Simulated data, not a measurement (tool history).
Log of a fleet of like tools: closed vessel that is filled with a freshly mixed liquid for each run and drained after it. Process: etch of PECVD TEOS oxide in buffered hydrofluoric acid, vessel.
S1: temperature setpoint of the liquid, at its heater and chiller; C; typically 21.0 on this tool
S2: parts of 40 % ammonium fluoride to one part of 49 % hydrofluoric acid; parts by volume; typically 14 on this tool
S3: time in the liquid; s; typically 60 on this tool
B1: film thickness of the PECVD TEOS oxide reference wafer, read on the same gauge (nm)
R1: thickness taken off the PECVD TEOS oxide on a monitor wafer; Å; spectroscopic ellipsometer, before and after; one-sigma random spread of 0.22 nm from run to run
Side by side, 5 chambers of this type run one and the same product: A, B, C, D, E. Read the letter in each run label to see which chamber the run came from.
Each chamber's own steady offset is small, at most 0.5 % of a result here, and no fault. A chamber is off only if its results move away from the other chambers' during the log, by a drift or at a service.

Run 1C, hour 4.0: usual settings; B1 130.02. Result: R1 455.60 Å.
Run 2E, hour 8.2: usual settings; B1 130.05. Result: R1 457.87 Å.
Run 3B, hour 12.1: usual settings; B1 129.98. Result: R1 451.15 Å.
Run 4D, hour 15.4: usual settings; B1 129.99. Result: R1 456.64 Å.
Run 5A, hour 19.8: usual settings but S1 17.5 C, S3 30 s; B1 130.02. Result: R1 188.70 Å.
Run 6E, hour 24.0: usual settings but S1 17.5 C, S3 30 s; B1 129.99. Result: R1 188.66 Å.
Run 7B, hour 26.9: usual settings but S1 17.5 C, S3 30 s; B1 130.03. Result: R1 186.36 Å.
Run 8A, hour 31.8: usual settings but S1 17.5 C, S3 30 s; B1 129.97. Result: R1 187.66 Å.
Run 9C, hour 37.9: usual settings but S1 17.5 C, S3 30 s; B1 130.00. Result: R1 187.47 Å.
Run 10D, hour 42.4: usual settings; B1 129.99. Result: R1 453.89 Å.
Run 11C, hour 46.3: usual settings; B1 130.07. Result: R1 461.22 Å.
Run 12D, hour 51.2: usual settings but S2 12 parts by volume, S3 75 s; B1 130.02. Result: R1 658.27 Å.
Run 13E, hour 54.6: usual settings but S2 12 parts by volume, S3 75 s; B1 130.04. Result: R1 664.96 Å.
Run 14A, hour 58.2: usual settings but S2 12 parts by volume, S3 75 s; B1 129.95. Result: R1 665.72 Å.
Run 15B, hour 63.0: usual settings but S2 12 parts by volume, S3 75 s; B1 129.98. Result: R1 661.93 Å.
Run 16C, hour 68.2: usual settings but S2 12 parts by volume, S3 75 s; B1 129.98. Result: R1 663.03 Å.
Run 17B, hour 73.0: usual settings but S2 18 parts by volume; B1 129.97. Result: R1 356.40 Å.
Run 18A, hour 78.7: usual settings but S2 18 parts by volume; B1 129.94. Result: R1 358.64 Å.
Run 19E, hour 81.9: usual settings but S2 18 parts by volume; B1 130.01. Result: R1 357.92 Å.
Run 20D, hour 85.2: usual settings but S2 18 parts by volume; B1 130.00. Result: R1 357.11 Å.
Run 21A, hour 89.2: usual settings but S2 18 parts by volume; B1 129.97. Result: R1 355.41 Å.
Run 22D, hour 95.4: usual settings; B1 129.99. Result: R1 457.09 Å.
Run 23B, hour 101.0: usual settings; B1 130.00. Result: R1 458.38 Å.
Run 24C, hour 105.5: usual settings; B1 129.99. Result: R1 459.81 Å.
Run 25E, hour 110.3: usual settings but S3 35 s; B1 130.01. Result: R1 268.72 Å.
Run 26D, hour 113.7: usual settings but S3 35 s; B1 130.04. Result: R1 266.38 Å.
Run 27E, hour 119.7: usual settings but S3 35 s; B1 130.02. Result: R1 270.07 Å.
Run 28B, hour 125.8: usual settings but S3 35 s; B1 129.99. Result: R1 265.80 Å.
Run 29A, hour 130.5: usual settings but S3 35 s; B1 130.02. Result: R1 266.15 Å.
At hour 130.7: chamber B: hydrofluoric acid flow meter replaced.
Run 30C, hour 133.7: usual settings; B1 130.01. Result: R1 457.14 Å.
Run 31D, hour 137.7: usual settings; B1 129.98. Result: R1 457.56 Å.
Run 32E, hour 141.9: usual settings; B1 129.96. Result: R1 462.28 Å.
Run 33B, hour 145.6: usual settings but S2 16 parts by volume, S3 40 s; B1 130.04. Result: R1 264.81 Å.
Run 34A, hour 151.9: usual settings but S2 16 parts by volume, S3 40 s; B1 130.04. Result: R1 269.18 Å.
Run 35C, hour 157.9: usual settings but S2 16 parts by volume, S3 40 s; B1 130.02. Result: R1 267.30 Å.
Run 36A, hour 164.3: usual settings but S2 16 parts by volume, S3 40 s; B1 130.00. Result: R1 269.15 Å.
Run 37E, hour 169.7: usual settings but S2 16 parts by volume, S3 40 s; B1 130.00. Result: R1 268.73 Å.
Run 38C, hour 173.3: usual settings; B1 129.95. Result: R1 455.24 Å.
Run 39B, hour 176.7: usual settings; B1 130.03. Result: R1 453.55 Å.
Run 40D, hour 179.9: usual settings; B1 130.01. Result: R1 455.49 Å.

Read the log: is a single chamber off, either drifting away or since a service, is the gauge that measures every chamber drifting, or is nothing wrong beyond small per-chamber offsets? Name any odd chamber and what most likely caused it.

No chamber stands off beyond its own small offset, and the gauge holds steady.
